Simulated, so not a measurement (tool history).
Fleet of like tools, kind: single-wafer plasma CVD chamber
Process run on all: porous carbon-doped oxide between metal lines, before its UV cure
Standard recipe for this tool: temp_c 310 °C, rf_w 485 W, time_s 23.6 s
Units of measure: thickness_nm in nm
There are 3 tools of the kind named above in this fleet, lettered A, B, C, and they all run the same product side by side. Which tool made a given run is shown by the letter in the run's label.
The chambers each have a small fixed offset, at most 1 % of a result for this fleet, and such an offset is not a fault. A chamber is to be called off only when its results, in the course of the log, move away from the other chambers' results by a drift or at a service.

| run | hour | temp_c | rf_w | time_s | hours since the last thermocouple change | hours since the last RF generator calibration | read-back reference wafer on the same gauge, thickness_nm | thickness_nm |
|---|---|---|---|---|---|---|---|---|
| 1C | 8.1 | 310 | 485 | 23.6 | 448.9 | 1255.3 | 120.96 | 118.53 |
| 2B | 23.4 | 310 | 485 | 23.6 | 342.4 | 158.5 | 121.04 | 119.95 |
| 3A | 31.4 | 310 | 485 | 23.6 | 1603.4 | 834.6 | 121.08 | 119.52 |
| 4C | 42.4 | 310 | 485 | 23.6 | 483.2 | 1289.6 | 120.97 | 118.99 |
| 5A | 54.5 | 310 | 485 | 23.6 | 1626.5 | 857.7 | 121.02 | 120.12 |
| 6B | 61.8 | 310 | 485 | 23.6 | 380.8 | 196.9 | 121.03 | 120.21 |
| 7A | 71.8 | 310 | 485 | 23.6 | 1643.8 | 875.0 | 121.02 | 120.04 |
| 8C | 80.2 | 310 | 485 | 23.6 | 521.0 | 1327.4 | 120.92 | 118.66 |
| 9B | 92.1 | 310 | 485 | 23.6 | 411.1 | 227.2 | 121.04 | 119.59 |
| 10A | 105.7 | 310 | 485 | 23.6 | 1677.7 | 908.9 | 121.06 | 120.11 |
| 11C | 116.6 | 310 | 485 | 23.6 | 557.4 | 1363.8 | 121.05 | 118.38 |
| 12B | 129.8 | 310 | 485 | 23.6 | 448.8 | 264.9 | 121.02 | 120.18 |
| 13A | 138.5 | 310 | 485 | 23.6 | 1710.5 | 941.7 | 120.97 | 120.16 |
| 14C | 147.7 | 310 | 485 | 23.6 | 588.5 | 1394.9 | 120.96 | 118.21 |
| 15B | 154.9 | 310 | 485 | 23.6 | 473.9 | 290.0 | 120.99 | 119.97 |
| 16C | 169.9 | 310 | 485 | 23.6 | 610.7 | 1417.1 | 121.03 | 118.32 |
| 17B | 185.6 | 310 | 485 | 23.6 | 504.6 | 320.7 | 121.06 | 120.19 |
| 18A | 198.0 | 310 | 485 | 23.6 | 1770.0 | 1001.2 | 120.93 | 120.42 |
| 19A | 213.6 | 310 | 485 | 23.6 | 1785.6 | 1016.8 | 120.89 | 120.64 |
| 20C | 227.0 | 310 | 485 | 23.6 | 667.8 | 1474.2 | 120.96 | 118.42 |
| 21B | 240.8 | 310 | 485 | 23.6 | 559.8 | 375.9 | 120.96 | 119.64 |
| 22B | 254.8 | 310 | 485 | 23.6 | 573.8 | 389.9 | 121.10 | 120.15 |
| 23A | 263.0 | 310 | 485 | 23.6 | 1835.0 | 1066.2 | 121.03 | 121.00 |
| 24C | 272.8 | 303 | 485 | 23.6 | 713.6 | 1520.0 | 121.04 | 123.07 |
| 25C | 285.9 | 303 | 485 | 23.6 | 726.7 | 1533.1 | 120.98 | 123.07 |
| 26A | 299.5 | 303 | 485 | 23.6 | 1871.5 | 1102.7 | 121.00 | 126.09 |
| 27B | 314.8 | 310 | 485 | 23.6 | 633.8 | 449.9 | 121.05 | 119.61 |
| 28A | 330.2 | 310 | 485 | 23.6 | 1902.2 | 1133.4 | 121.06 | 121.34 |
| 29C | 342.8 | 310 | 405 | 23.6 | 783.6 | 1590.0 | 120.94 | 103.44 |
| 30B | 350.4 | 310 | 405 | 23.6 | 669.4 | 485.5 | 121.04 | 104.94 |
| 31A | 364.7 | 310 | 405 | 23.6 | 1936.7 | 1167.9 | 121.04 | 106.90 |
| 32B | 378.6 | 310 | 485 | 23.6 | 697.6 | 513.7 | 121.05 | 119.98 |
| 33C | 394.3 | 304 | 555 | 23.6 | 835.1 | 1641.5 | 120.97 | 134.42 |
|  | 404.5 | chamber A: RF generator calibrated |
| 34C | 409.3 | 304 | 555 | 23.6 | 850.1 | 1656.5 | 121.00 | 133.48 |
| 35B | 417.5 | 304 | 555 | 23.6 | 736.5 | 552.6 | 121.00 | 135.97 |
| 36A | 427.3 | 303 | 485 | 23.6 | 1999.3 | 22.8 | 121.00 | 126.69 |
| 37B | 438.6 | 303 | 485 | 23.6 | 757.6 | 573.7 | 120.99 | 125.26 |
| 38A | 446.1 | 303 | 485 | 23.6 | 2018.1 | 41.6 | 120.97 | 126.88 |
| 39C | 456.1 | 310 | 485 | 23.6 | 896.9 | 1703.3 | 120.96 | 118.14 |
| 40A | 468.5 | 310 | 485 | 23.6 | 2040.5 | 64.0 | 121.04 | 121.90 |
| 41C | 483.9 | 310 | 485 | 23.6 | 924.7 | 1731.1 | 121.00 | 117.91 |

One chamber off, gauge drift, or nothing amiss beyond the chambers' own small offsets? If it is a chamber, which one, and what is the likeliest cause?

Little by little, chamber A moves away from the other chambers.
What lies behind it: wafer temperature below the value expected at the setpoint (K) = 4.09.

Chamber A could run next with any of the 4 candidate recipes listed below; each alters the usual settings, and their results appear as question marks. Which one brings its results back in line with what the other chambers deliver on the usual settings?
Allowed miss from the other chambers' usual-settings mean, per result, to count as in line: thickness_nm 0.95 nm
| 42A-1 | 495.3 | 309 | 490 | 24.0 |  |  |  | ? |
| 42A-2 | 495.3 | 310 | 485 | 25.0 |  |  |  | ? |
| 42A-3 | 495.3 | 310 | 470 | 22.7 |  |  |  | ? |
| 42A-4 | 495.3 | 311 | 480 | 23.2 |  |  |  | ? |

On the usual settings, the other chambers give on average: thickness_nm 119.29 nm
| run | thickness_nm |
|---|---|
| 42A-1 | 125.94 |
| 42A-2 | 129.40 |
| 42A-3 | 115.46 |
| 42A-4 | 118.91 |
Change 42A-4 lands the chamber within the allowed miss of the other chambers.
